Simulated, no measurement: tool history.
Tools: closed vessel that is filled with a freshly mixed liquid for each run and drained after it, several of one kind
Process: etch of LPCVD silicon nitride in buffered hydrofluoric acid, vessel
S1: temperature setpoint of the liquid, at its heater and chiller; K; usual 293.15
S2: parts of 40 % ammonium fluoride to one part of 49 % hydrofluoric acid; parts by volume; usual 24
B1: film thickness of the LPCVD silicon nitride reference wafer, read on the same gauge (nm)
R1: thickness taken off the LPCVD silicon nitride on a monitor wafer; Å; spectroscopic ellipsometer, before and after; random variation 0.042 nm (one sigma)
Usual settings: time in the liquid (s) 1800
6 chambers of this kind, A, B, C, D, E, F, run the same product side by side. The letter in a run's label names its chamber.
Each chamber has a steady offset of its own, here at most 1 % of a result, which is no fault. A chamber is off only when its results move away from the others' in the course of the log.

{"run": "1E", "hour": 4.8, "S1": 293.15, "S2": 24, "time in the liquid (s)": 1800, "B1": 80.017, "R1": 94.081}
{"run": "2D", "hour": 7.6, "S1": 293.15, "S2": 24, "time in the liquid (s)": 1800, "B1": 79.997, "R1": 94.958}
{"run": "3B", "hour": 10.0, "S1": 293.15, "S2": 24, "time in the liquid (s)": 1800, "B1": 79.971, "R1": 93.409}
{"run": "4C", "hour": 14.1, "S1": 293.15, "S2": 24, "time in the liquid (s)": 1800, "B1": 79.991, "R1": 95.033}
{"run": "5A", "hour": 18.9, "S1": 297.15, "S2": 24, "time in the liquid (s)": 1800, "B1": 80.032, "R1": 116.66}
{"run": "6F", "hour": 23.8, "S1": 297.15, "S2": 24, "time in the liquid (s)": 1800, "B1": 80.012, "R1": 118.17}
{"run": "7A", "hour": 28.8, "S1": 297.15, "S2": 24, "time in the liquid (s)": 1800, "B1": 79.999, "R1": 117.02}
{"run": "8D", "hour": 31.9, "S1": 297.15, "S2": 24, "time in the liquid (s)": 1800, "B1": 80.02, "R1": 117.32}
{"run": "9C", "hour": 36.4, "S1": 297.15, "S2": 24, "time in the liquid (s)": 1800, "B1": 79.968, "R1": 116.91}
{"run": "10B", "hour": 40.0, "S1": 297.15, "S2": 24, "time in the liquid (s)": 1800, "B1": 80.043, "R1": 117.83}
{"run": "11E", "hour": 44.9, "S1": 293.15, "S2": 20, "time in the liquid (s)": 1800, "B1": 80.003, "R1": 106.19}
{"run": "12F", "hour": 49.4, "S1": 293.15, "S2": 20, "time in the liquid (s)": 1800, "B1": 79.999, "R1": 107.3}
{"run": "13F", "hour": 54.9, "S1": 293.15, "S2": 20, "time in the liquid (s)": 1800, "B1": 80.012, "R1": 107.45}
{"run": "14C", "hour": 59.9, "S1": 293.15, "S2": 20, "time in the liquid (s)": 1800, "B1": 79.981, "R1": 106.97}
{"run": "15E", "hour": 63.0, "S1": 293.15, "S2": 20, "time in the liquid (s)": 1800, "B1": 80.007, "R1": 105.7}
{"run": "16D", "hour": 67.8, "S1": 293.15, "S2": 20, "time in the liquid (s)": 1800, "B1": 80.029, "R1": 107.39}
{"run": "17A", "hour": 72.8, "S1": 293.15, "S2": 24, "time in the liquid (s)": 1800, "B1": 80.01, "R1": 93.213}
{"run": "18B", "hour": 75.7, "S1": 293.15, "S2": 24, "time in the liquid (s)": 1800, "B1": 80.0, "R1": 93.196}
{"run": "19E", "hour": 78.4, "S1": 293.15, "S2": 24, "time in the liquid (s)": 1800, "B1": 80.016, "R1": 94.124}
{"run": "20F", "hour": 83.4, "S1": 293.15, "S2": 24, "time in the liquid (s)": 1800, "B1": 80.024, "R1": 94.769}
{"run": "21C", "hour": 87.2, "S1": 293.15, "S2": 24, "time in the liquid (s)": 1800, "B1": 80.011, "R1": 95.052}
{"run": "22D", "hour": 91.7, "S1": 293.15, "S2": 24, "time in the liquid (s)": 1800, "B1": 80.034, "R1": 95.018}
{"run": "23A", "hour": 94.3, "S1": 293.15, "S2": 24, "time in the liquid (s)": 1800, "B1": 80.002, "R1": 93.239}
{"run": "24B", "hour": 98.8, "S1": 293.15, "S2": 24, "time in the liquid (s)": 1800, "B1": 79.989, "R1": 93.986}
{"run": "25F", "hour": 103.2, "S1": 293.15, "S2": 24, "time in the liquid (s)": 1800, "B1": 80.007, "R1": 94.747}
{"run": "26D", "hour": 106.9, "S1": 293.15, "S2": 24, "time in the liquid (s)": 1800, "B1": 79.96, "R1": 94.427}
{"run": "27C", "hour": 109.5, "S1": 293.15, "S2": 24, "time in the liquid (s)": 1800, "B1": 79.98, "R1": 94.223}
{"run": "28B", "hour": 112.2, "S1": 293.15, "S2": 24, "time in the liquid (s)": 1800, "B1": 79.993, "R1": 93.591}
{"run": "29E", "hour": 115.3, "S1": 293.15, "S2": 24, "time in the liquid (s)": 1800, "B1": 80.027, "R1": 93.292}
{"run": "30A", "hour": 117.9, "S1": 293.15, "S2": 21, "time in the liquid (s)": 1025, "B1": 80.03, "R1": 58.025}
{"run": "31D", "hour": 121.7, "S1": 293.15, "S2": 21, "time in the liquid (s)": 1025, "B1": 80.003, "R1": 58.92}
{"hour": 124.2, "done": "chamber F: thermometer replaced"}
{"run": "32F", "hour": 127.2, "S1": 293.15, "S2": 21, "time in the liquid (s)": 1025, "B1": 80.059, "R1": 58.761}
{"run": "33B", "hour": 132.2, "S1": 293.15, "S2": 21, "time in the liquid (s)": 1025, "B1": 79.996, "R1": 58.816}
{"run": "34A", "hour": 137.7, "S1": 293.15, "S2": 21, "time in the liquid (s)": 1025, "B1": 80.025, "R1": 58.5}
{"run": "35E", "hour": 141.8, "S1": 293.15, "S2": 21, "time in the liquid (s)": 1025, "B1": 79.971, "R1": 58.077}
{"run": "36C", "hour": 146.0, "S1": 293.15, "S2": 24, "time in the liquid (s)": 1800, "B1": 79.996, "R1": 95.568}
{"run": "37C", "hour": 149.9, "S1": 293.15, "S2": 24, "time in the liquid (s)": 1800, "B1": 79.943, "R1": 94.816}
{"run": "38B", "hour": 154.8, "S1": 290.15, "S2": 15, "time in the liquid (s)": 1800, "B1": 79.994, "R1": 118.23}
{"run": "39E", "hour": 157.4, "S1": 290.15, "S2": 15, "time in the liquid (s)": 1800, "B1": 79.989, "R1": 118.85}
{"run": "40D", "hour": 161.8, "S1": 290.15, "S2": 15, "time in the liquid (s)": 1800, "B1": 79.961, "R1": 118.93}
{"run": "41A", "hour": 165.4, "S1": 290.15, "S2": 15, "time in the liquid (s)": 1800, "B1": 79.996, "R1": 118.03}
{"run": "42F", "hour": 168.9, "S1": 290.15, "S2": 15, "time in the liquid (s)": 1800, "B1": 79.991, "R1": 118.5}
{"run": "43E", "hour": 172.2, "S1": 290.15, "S2": 15, "time in the liquid (s)": 1800, "B1": 80.027, "R1": 118.6}

What goes on in this fleet: one chamber off, a drifting gauge, or nothing beyond the chambers' own small offsets? Name the chamber and the cause, if any.

No chamber stands off beyond its own small offset, and the gauge holds steady.
